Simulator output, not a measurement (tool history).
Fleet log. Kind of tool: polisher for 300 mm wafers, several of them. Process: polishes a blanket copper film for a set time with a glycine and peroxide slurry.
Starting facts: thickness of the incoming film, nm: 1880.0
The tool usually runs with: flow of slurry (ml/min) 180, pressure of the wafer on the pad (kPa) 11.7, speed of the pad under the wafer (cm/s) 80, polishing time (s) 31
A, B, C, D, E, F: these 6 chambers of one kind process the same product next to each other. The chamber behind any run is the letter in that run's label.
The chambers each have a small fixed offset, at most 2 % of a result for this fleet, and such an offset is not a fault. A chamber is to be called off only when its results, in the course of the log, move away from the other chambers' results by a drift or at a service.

run	hour	flow of slurry (ml/min)	pressure of the wafer on the pad (kPa)	speed of the pad under the wafer (cm/s)	polishing time (s)	wafers polished on this pad	hours since the slurry nozzle was cleaned	hours since the head pressure was calibrated	film removed (angstrom)
# hour 2.3: chamber E: worn pad replaced by a new one
1B	13.4	180	11.7	80	31	1315	607.3	715.8	829.00
# hour 16.9: chamber B: head pressure recalibrated
2E	23.3	180	11.7	80	31	182	57.1	121.4	822.10
# hour 24.1: chamber B: worn pad replaced by a new one
3D	33.8	180	11.7	80	31	468	467.5	189.5	840.84
4A	43.6	180	11.7	80	31	828	414.7	642.7	840.42
# hour 50.4: chamber A: head pressure recalibrated
# hour 50.8: chamber A: worn pad replaced by a new one
5F	57.8	180	11.7	80	31	1124	163.7	1103.9	828.12
# hour 62.5: chamber F: worn pad replaced by a new one
6C	68.7	180	8.3	80	31	706	169.9	448.3	667.94
# hour 73.2: chamber C: worn pad replaced by a new one
7D	75.2	180	8.3	80	31	826	508.9	230.9	670.22
# hour 90.0: chamber D: worn pad replaced by a new one
8A	90.0	180	8.3	80	31	340	461.1	39.7	662.35
9F	101.6	180	8.3	80	31	338	207.5	1147.7	650.14
10C	110.6	180	8.3	80	31	324	211.8	490.2	663.48
# hour 113.3: chamber E: worn pad replaced by a new one
11B	123.8	180	8.3	80	31	864	717.7	107.0	664.08
12E	134.4	180	11.7	80	31	183	168.2	232.5	799.16
13B	146.2	180	11.7	80	31	1058	740.1	129.4	822.62
14C	157.1	180	11.7	80	31	727	258.3	536.7	834.97
# hour 158.0: chamber F: head pressure recalibrated
# hour 159.6: chamber B: worn pad replaced by a new one
# hour 164.8: chamber F: worn pad replaced by a new one
15E	166.9	180	11.7	80	31	464	200.7	265.0	816.34
# hour 169.8: chamber C: worn pad replaced by a new one
# hour 177.6: chamber A: worn pad replaced by a new one
16A	180.9	180	11.7	80	31	28	552.0	130.6	836.78
# hour 190.8: chamber D: worn pad replaced by a new one
17F	192.4	180	11.7	80	31	239	298.3	34.5	819.46
# hour 193.6: chamber C: head pressure recalibrated
18D	207.4	180	11.7	80	31	144	641.1	363.1	834.01
19E	218.0	180	11.7	80	31	907	251.8	316.1	819.60
# hour 228.4: chamber E: worn pad replaced by a new one
20A	230.8	180	11.7	80	31	461	601.9	180.5	839.26
21F	244.2	180	15.2	62	31	688	350.1	86.3	821.18
22C	254.0	180	15.2	62	31	730	355.2	60.4	828.00
23D	264.0	180	15.2	62	31	634	697.7	419.7	839.56
24B	271.1	180	15.2	62	31	966	865.0	254.3	803.89
# hour 281.2: chamber C: worn pad replaced by a new one
25D	284.1	180	15.2	62	31	808	717.8	439.8	834.53
# hour 296.0: chamber F: worn pad replaced by a new one
# hour 297.1: chamber D: worn pad replaced by a new one
26F	298.9	180	15.2	62	31	25	404.8	141.0	840.71
# hour 302.6: chamber B: worn pad replaced by a new one
27A	307.0	180	11.7	80	31	1121	678.1	256.7	832.13
# hour 309.6: chamber A: worn pad replaced by a new one
# hour 314.8: chamber F: slurry nozzle cleaned
28C	316.5	180	11.7	80	23	306	417.7	122.9	617.66
# hour 328.5: chamber D: slurry nozzle cleaned
29E	331.0	180	11.7	80	23	889	364.8	429.1	605.08
30B	340.2	180	11.7	80	23	326	934.1	323.4	596.57
31D	354.6	180	11.7	80	23	498	26.1	510.3	618.10
32C	369.2	180	11.7	80	23	762	470.4	175.6	619.01
# hour 371.6: chamber E: worn pad replaced by a new one
33E	378.5	180	11.7	80	23	60	412.3	476.6	601.69
# hour 388.3: chamber C: worn pad replaced by a new one
34B	392.4	180	11.7	80	31	778	986.3	375.6	792.40
# hour 393.9: chamber D: worn pad replaced by a new one
# hour 404.7: chamber C: slurry nozzle cleaned
35F	407.4	180	11.7	80	31	966	92.7	249.5	819.77
# hour 421.7: chamber A: worn pad replaced by a new one
36A	422.3	180	11.7	80	31	5	793.4	372.0	843.62
# hour 423.5: chamber F: worn pad replaced by a new one
37E	429.4	180	11.7	80	31	501	463.2	527.5	799.48
38A	442.1	180	11.7	80	31	177	813.2	391.8	835.51
39B	455.9	180	11.7	58	31	1328	1049.8	439.1	637.77
40D	463.0	180	11.7	58	31	599	134.5	618.7	684.83
41C	471.5	180	11.7	58	31	721	66.8	277.9	667.93
42F	479.9	180	11.7	58	31	489	165.2	322.0	668.28
43A	489.8	180	11.7	58	31	590	860.9	439.5	669.66

For the next run the whole fleet of 6 chambers uses the same settings. Give each chamber's results:
44A	500.5	180	11.7	80	31				?
44B	500.5	180	11.7	80	31				?
44C	500.5	180	11.7	80	31				?
44D	500.5	180	11.7	80	31				?
44E	500.5	180	11.7	80	31				?
44F	500.5	180	11.7	80	31				?

run	film removed (angstrom)
44A	824.40
44B	781.69
44C	831.42
44D	833.55
44E	811.68
44F	827.90

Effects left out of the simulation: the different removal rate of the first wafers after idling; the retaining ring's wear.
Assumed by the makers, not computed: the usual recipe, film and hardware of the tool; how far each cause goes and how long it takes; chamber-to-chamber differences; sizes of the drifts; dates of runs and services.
